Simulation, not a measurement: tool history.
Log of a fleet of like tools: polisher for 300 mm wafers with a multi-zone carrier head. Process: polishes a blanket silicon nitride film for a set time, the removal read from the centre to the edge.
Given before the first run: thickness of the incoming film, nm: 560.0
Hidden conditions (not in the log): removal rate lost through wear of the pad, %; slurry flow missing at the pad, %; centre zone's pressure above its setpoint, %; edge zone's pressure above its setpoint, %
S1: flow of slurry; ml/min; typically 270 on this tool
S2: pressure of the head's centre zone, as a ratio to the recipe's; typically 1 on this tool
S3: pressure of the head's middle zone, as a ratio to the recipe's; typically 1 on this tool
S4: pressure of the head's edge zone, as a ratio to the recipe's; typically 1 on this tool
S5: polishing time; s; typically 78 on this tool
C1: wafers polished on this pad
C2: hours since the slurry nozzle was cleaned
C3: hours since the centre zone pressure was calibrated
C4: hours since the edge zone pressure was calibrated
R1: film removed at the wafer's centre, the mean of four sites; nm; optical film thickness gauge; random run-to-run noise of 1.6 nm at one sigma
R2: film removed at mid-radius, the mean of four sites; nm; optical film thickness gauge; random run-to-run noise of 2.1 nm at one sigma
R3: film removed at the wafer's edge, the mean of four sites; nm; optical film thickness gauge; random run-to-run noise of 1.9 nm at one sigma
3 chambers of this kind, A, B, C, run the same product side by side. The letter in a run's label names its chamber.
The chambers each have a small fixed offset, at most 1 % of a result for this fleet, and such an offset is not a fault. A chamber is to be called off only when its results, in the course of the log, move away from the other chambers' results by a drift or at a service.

{"hour": 7.1, "done": "chamber C: worn pad replaced by a new one"}
{"hour": 7.2, "done": "chamber C: slurry nozzle cleaned"}
{"run": "1B", "hour": 11.6, "S1": 270, "S2": 1, "S3": 1, "S4": 1, "S5": 78, "C1": 775, "C2": 43.4, "C3": 369.4, "C4": 787.9, "R1": 167.93, "R2": 167.98, "R3": 171.77}
{"hour": 18.5, "done": "chamber B: worn pad replaced by a new one"}
{"run": "2A", "hour": 23.1, "S1": 270, "S2": 1, "S3": 1, "S4": 1, "S5": 78, "C1": 858, "C2": 561.9, "C3": 1172.9, "C4": 102.2, "R1": 166.32, "R2": 169.81, "R3": 163.28}
{"run": "3C", "hour": 32.7, "S1": 270, "S2": 1, "S3": 1, "S4": 1, "S5": 78, "C1": 312, "C2": 25.6, "C3": 858.8, "C4": 293.2, "R1": 167.82, "R2": 168.12, "R3": 166.5}
{"run": "4C", "hour": 42.3, "S1": 270, "S2": 1, "S3": 1, "S4": 1, "S5": 78, "C1": 429, "C2": 35.2, "C3": 868.4, "C4": 302.8, "R1": 169.76, "R2": 169.45, "R3": 168.28}
{"run": "5B", "hour": 51.4, "S1": 350, "S2": 1, "S3": 1.05, "S4": 1, "S5": 78, "C1": 401, "C2": 83.2, "C3": 409.2, "C4": 827.7, "R1": 172.76, "R2": 181.03, "R3": 171.92}
{"run": "6A", "hour": 58.7, "S1": 350, "S2": 1, "S3": 1.05, "S4": 1, "S5": 78, "C1": 1292, "C2": 597.5, "C3": 1208.5, "C4": 137.8, "R1": 171.15, "R2": 176.46, "R3": 168.53}
{"run": "7C", "hour": 72.6, "S1": 350, "S2": 1, "S3": 1.05, "S4": 1, "S5": 78, "C1": 799, "C2": 65.5, "C3": 898.7, "C4": 333.1, "R1": 174.09, "R2": 176.99, "R3": 171.16}
{"run": "8A", "hour": 86.1, "S1": 270, "S2": 1, "S3": 1, "S4": 1, "S5": 78, "C1": 1626, "C2": 624.9, "C3": 1235.9, "C4": 165.2, "R1": 165.89, "R2": 167.8, "R3": 167.84}
{"hour": 92.8, "done": "chamber C: worn pad replaced by a new one"}
{"run": "9B", "hour": 93.0, "S1": 345, "S2": 1.09, "S3": 1, "S4": 1, "S5": 78, "C1": 908, "C2": 124.8, "C3": 450.8, "C4": 869.3, "R1": 187.32, "R2": 169.34, "R3": 172.05}
{"hour": 94.7, "done": "chamber B: worn pad replaced by a new one"}
{"hour": 98.1, "done": "chamber C: edge zone pressure recalibrated"}
{"run": "10A", "hour": 105.2, "S1": 345, "S2": 1.09, "S3": 1, "S4": 1, "S5": 78, "C1": 1859, "C2": 644, "C3": 1255, "C4": 184.3, "R1": 184.71, "R2": 169.59, "R3": 163.61}
{"run": "11C", "hour": 115.8, "S1": 345, "S2": 1.09, "S3": 1, "S4": 1, "S5": 78, "C1": 281, "C2": 108.7, "C3": 941.9, "C4": 17.8, "R1": 188.3, "R2": 168.84, "R3": 172.75}
{"run": "12B", "hour": 123.1, "S1": 270, "S2": 1, "S3": 1, "S4": 1, "S5": 78, "C1": 347, "C2": 154.9, "C3": 480.9, "C4": 899.4, "R1": 164.61, "R2": 166.13, "R3": 168.41}
{"run": "13C", "hour": 131.3, "S1": 270, "S2": 1, "S3": 1, "S4": 1, "S5": 78, "C1": 470, "C2": 124.2, "C3": 957.4, "C4": 33.3, "R1": 167.58, "R2": 162.33, "R3": 165.84}
{"run": "14B", "hour": 138.7, "S1": 270, "S2": 1, "S3": 1, "S4": 1, "S5": 78, "C1": 537, "C2": 170.5, "C3": 496.5, "C4": 915, "R1": 167.9, "R2": 166.69, "R3": 166.97}
{"run": "15A", "hour": 146.2, "S1": 270, "S2": 1, "S3": 1, "S4": 1, "S5": 78, "C1": 2359, "C2": 685, "C3": 1296, "C4": 225.3, "R1": 164.72, "R2": 159.99, "R3": 165.45}
{"run": "16B", "hour": 154.5, "S1": 270, "S2": 1, "S3": 1, "S4": 1, "S5": 78, "C1": 730, "C2": 186.3, "C3": 512.3, "C4": 930.8, "R1": 167.3, "R2": 165.23, "R3": 168.72}
{"hour": 159.0, "done": "chamber B: worn pad replaced by a new one"}
{"run": "17A", "hour": 166.5, "S1": 270, "S2": 1, "S3": 1, "S4": 1, "S5": 66, "C1": 2606, "C2": 705.3, "C3": 1316.3, "C4": 245.6, "R1": 138.1, "R2": 136.68, "R3": 138.28}
{"hour": 173.2, "done": "chamber C: worn pad replaced by a new one"}
{"run": "18C", "hour": 175.2, "S1": 270, "S2": 1, "S3": 1, "S4": 1, "S5": 66, "C1": 25, "C2": 168.1, "C3": 1001.3, "C4": 77.2, "R1": 143.6, "R2": 136.45, "R3": 141.34}
{"run": "19B", "hour": 184.1, "S1": 270, "S2": 1, "S3": 1, "S4": 1, "S5": 66, "C1": 306, "C2": 215.9, "C3": 541.9, "C4": 960.4, "R1": 139.98, "R2": 141.94, "R3": 140.07}
{"run": "20A", "hour": 194.3, "S1": 270, "S2": 1, "S3": 1, "S4": 1, "S5": 78, "C1": 2945, "C2": 733.1, "C3": 1344.1, "C4": 273.4, "R1": 162.05, "R2": 163.4, "R3": 160.63}
{"run": "21C", "hour": 208.0, "S1": 270, "S2": 1, "S3": 1, "S4": 1, "S5": 78, "C1": 425, "C2": 200.9, "C3": 1034.1, "C4": 110, "R1": 170.11, "R2": 167.98, "R3": 166.39}
{"hour": 210.5, "done": "chamber A: slurry nozzle cleaned"}
{"run": "22B", "hour": 215.1, "S1": 270, "S2": 1, "S3": 1, "S4": 1, "S5": 78, "C1": 684, "C2": 246.9, "C3": 572.9, "C4": 991.4, "R1": 166.43, "R2": 169.31, "R3": 170.42}
{"run": "23A", "hour": 227.1, "S1": 270, "S2": 1, "S3": 1, "S4": 1, "S5": 78, "C1": 3345, "C2": 16.7, "C3": 1376.9, "C4": 306.2, "R1": 162.04, "R2": 158.96, "R3": 161.81}
{"hour": 231.0, "done": "chamber B: worn pad replaced by a new one"}
{"run": "24C", "hour": 234.3, "S1": 270, "S2": 1, "S3": 1, "S4": 1, "S5": 78, "C1": 745, "C2": 227.2, "C3": 1060.4, "C4": 136.3, "R1": 166.06, "R2": 167.24, "R3": 169.24}
{"hour": 242.8, "done": "chamber B: edge zone pressure recalibrated"}
{"run": "25B", "hour": 243.0, "S1": 350, "S2": 1, "S3": 1, "S4": 1, "S5": 78, "C1": 146, "C2": 274.8, "C3": 600.8, "C4": 0.2, "R1": 172.48, "R2": 167.64, "R3": 171.22}
{"run": "26A", "hour": 249.8, "S1": 350, "S2": 1, "S3": 1, "S4": 1, "S5": 78, "C1": 3622, "C2": 39.4, "C3": 1399.6, "C4": 328.9, "R1": 162.49, "R2": 161.09, "R3": 162.09}
{"run": "27C", "hour": 258.1, "S1": 350, "S2": 1, "S3": 1, "S4": 1, "S5": 78, "C1": 1035, "C2": 251, "C3": 1084.2, "C4": 160.1, "R1": 171.21, "R2": 172.68, "R3": 173.32}
{"hour": 266.9, "done": "chamber C: worn pad replaced by a new one"}
{"run": "28C", "hour": 271.3, "S1": 270, "S2": 1, "S3": 1, "S4": 1, "S5": 78, "C1": 54, "C2": 264.2, "C3": 1097.4, "C4": 173.3, "R1": 169.16, "R2": 164.19, "R3": 170.23}
{"run": "29A", "hour": 277.4, "S1": 270, "S2": 1, "S3": 1, "S4": 1, "S5": 78, "C1": 3958, "C2": 67, "C3": 1427.2, "C4": 356.5, "R1": 158.73, "R2": 159.35, "R3": 158.4}
{"run": "30B", "hour": 285.2, "S1": 270, "S2": 1, "S3": 1, "S4": 1, "S5": 78, "C1": 660, "C2": 317, "C3": 643, "C4": 42.4, "R1": 166.7, "R2": 166.34, "R3": 167.32}
{"hour": 288.9, "done": "chamber A: centre zone pressure recalibrated"}
{"run": "31A", "hour": 291.3, "S1": 270, "S2": 1, "S3": 1, "S4": 1, "S5": 78, "C1": 4127, "C2": 80.9, "C3": 2.5, "C4": 370.4, "R1": 160.07, "R2": 157.56, "R3": 159.28}
{"run": "32B", "hour": 298.7, "S1": 270, "S2": 1, "S3": 1, "S4": 1, "S5": 78, "C1": 825, "C2": 330.5, "C3": 656.5, "C4": 55.9, "R1": 167.39, "R2": 163.33, "R3": 166.48}
{"run": "33C", "hour": 305.9, "S1": 270, "S2": 1, "S3": 1, "S4": 1, "S5": 78, "C1": 475, "C2": 298.8, "C3": 1132, "C4": 207.9, "R1": 168.26, "R2": 165.79, "R3": 167.68}
{"hour": 309.4, "done": "chamber B: worn pad replaced by a new one"}
{"run": "34B", "hour": 319.4, "S1": 270, "S2": 1, "S3": 1, "S4": 1, "S5": 78, "C1": 122, "C2": 351.2, "C3": 677.2, "C4": 76.6, "R1": 165.98, "R2": 165.92, "R3": 167.59}
{"run": "35C", "hour": 330.4, "S1": 270, "S2": 1, "S3": 1, "S4": 1, "S5": 78, "C1": 774, "C2": 323.3, "C3": 1156.5, "C4": 232.4, "R1": 166.95, "R2": 161.52, "R3": 167.71}
{"run": "36A", "hour": 338.4, "S1": 270, "S2": 1, "S3": 1, "S4": 1, "S5": 78, "C1": 4702, "C2": 128, "C3": 49.6, "C4": 417.5, "R1": 156.02, "R2": 155.81, "R3": 154.25}
{"run": "37A", "hour": 344.6, "S1": 270, "S2": 1, "S3": 1, "S4": 1, "S5": 78, "C1": 4777, "C2": 134.2, "C3": 55.8, "C4": 423.7, "R1": 158.61, "R2": 155.3, "R3": 154.45}
{"hour": 352.3, "done": "chamber C: centre zone pressure recalibrated"}
{"run": "38B", "hour": 353.0, "S1": 270, "S2": 1, "S3": 1, "S4": 1, "S5": 78, "C1": 531, "C2": 384.8, "C3": 710.8, "C4": 110.2, "R1": 167.74, "R2": 167.29, "R3": 165.96}
{"run": "39C", "hour": 359.7, "S1": 270, "S2": 1, "S3": 1, "S4": 1, "S5": 78, "C1": 1131, "C2": 352.6, "C3": 7.5, "C4": 261.7, "R1": 167.15, "R2": 165.69, "R3": 166.06}
{"run": "40C", "hour": 370.3, "S1": 270, "S2": 1, "S3": 1, "S4": 1, "S5": 78, "C1": 1260, "C2": 363.2, "C3": 18.1, "C4": 272.3, "R1": 165.62, "R2": 166.17, "R3": 164.33}

Each of the 3 chambers runs these same settings next. Fill in every chamber's results:
{"run": "41A", "hour": 380.3, "S1": 270, "S2": 1, "S3": 1, "S4": 1, "S5": 78, "R1": "?", "R2": "?", "R3": "?"}
{"run": "41B", "hour": 380.3, "S1": 270, "S2": 1, "S3": 1, "S4": 1, "S5": 78, "R1": "?", "R2": "?", "R3": "?"}
{"run": "41C", "hour": 380.3, "S1": 270, "S2": 1, "S3": 1, "S4": 1, "S5": 78, "R1": "?", "R2": "?", "R3": "?"}

run=41A R1=155.74 R2=152.92 R3=151.87
run=41B R1=168.53 R2=166.76 R3=169.02
run=41C R1=166.48 R2=165.45 R3=163.78

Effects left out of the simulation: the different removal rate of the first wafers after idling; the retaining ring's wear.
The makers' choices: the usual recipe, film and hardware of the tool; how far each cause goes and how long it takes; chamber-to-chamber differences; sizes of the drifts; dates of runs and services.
